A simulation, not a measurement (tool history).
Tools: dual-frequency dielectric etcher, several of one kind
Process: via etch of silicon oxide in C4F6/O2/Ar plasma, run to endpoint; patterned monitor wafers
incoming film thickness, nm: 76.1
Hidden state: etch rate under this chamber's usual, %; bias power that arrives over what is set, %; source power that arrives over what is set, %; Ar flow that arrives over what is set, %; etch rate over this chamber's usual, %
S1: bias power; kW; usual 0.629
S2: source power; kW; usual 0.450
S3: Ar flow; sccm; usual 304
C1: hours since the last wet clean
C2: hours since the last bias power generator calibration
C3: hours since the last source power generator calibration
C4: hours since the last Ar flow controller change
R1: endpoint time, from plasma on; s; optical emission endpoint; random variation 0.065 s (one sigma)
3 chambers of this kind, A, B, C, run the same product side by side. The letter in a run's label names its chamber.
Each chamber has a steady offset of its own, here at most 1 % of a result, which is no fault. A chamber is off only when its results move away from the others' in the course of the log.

run	day	S1	S2	S3	C1	C2	C3	C4	R1
1A	0.133	0.629	0.450	304	81.4	772.1	2116.2	1272.7	14.776
2C	0.383	0.629	0.450	304	319.7	2872.3	3005.1	44.9	14.477
3B	0.608	0.629	0.450	304	259.6	1104.0	941.1	3496.0	14.724
4B	0.775	0.629	0.450	304	263.6	1108.0	945.1	3500.0	14.813
5A	0.933	0.629	0.450	304	100.6	791.3	2135.4	1291.9	14.705
6C	1.075	0.629	0.450	304	336.3	2888.9	3021.7	61.5	14.627
7C	1.304	0.550	0.450	335	341.8	2894.4	3027.2	67.0	15.660
8B	1.554	0.550	0.450	335	282.3	1126.7	963.8	3518.7	15.705
9A	1.667	0.550	0.450	335	118.2	808.9	2153.0	1309.5	15.649
10B	1.867	0.564	0.450	304	289.8	1134.2	971.3	3526.2	15.349
11A	2.067	0.564	0.450	304	127.8	818.5	2162.6	1319.1	15.454
12C	2.192	0.564	0.450	304	363.1	2915.7	3048.5	88.3	15.213
13B	2.371	0.629	0.450	231	301.9	1146.3	983.4	3538.3	14.270
# day 2.412: chamber C: wet clean of the chamber
14A	2.621	0.629	0.450	231	141.1	831.8	2175.9	1332.4	14.241
15C	2.817	0.629	0.450	231	9.8	2930.7	3063.5	103.3	13.811
16A	3.038	0.629	0.450	304	151.1	841.8	2185.9	1342.4	14.657
17C	3.158	0.629	0.450	304	18.0	2938.9	3071.7	111.5	14.209
18B	3.279	0.629	0.450	304	323.7	1168.1	1005.2	3560.1	14.738
19A	3.412	0.629	0.450	304	160.1	850.8	2194.9	1351.4	14.851
20B	3.567	0.629	0.450	304	330.6	1175.0	1012.1	3567.0	14.571
21C	3.783	0.629	0.450	304	33.0	2953.9	3086.7	126.5	14.096
22C	3.933	0.629	0.450	304	36.6	2957.5	3090.3	130.1	14.080
23B	4.112	0.629	0.450	304	343.7	1188.1	1025.2	3580.1	14.847

All 3 chambers run these settings next. Forecast each chamber's results:
24A	4.292	0.629	0.450	278					?
24B	4.292	0.629	0.450	278					?
24C	4.292	0.629	0.450	278					?

run	R1
24A	14.597
24B	14.557
24C	14.078
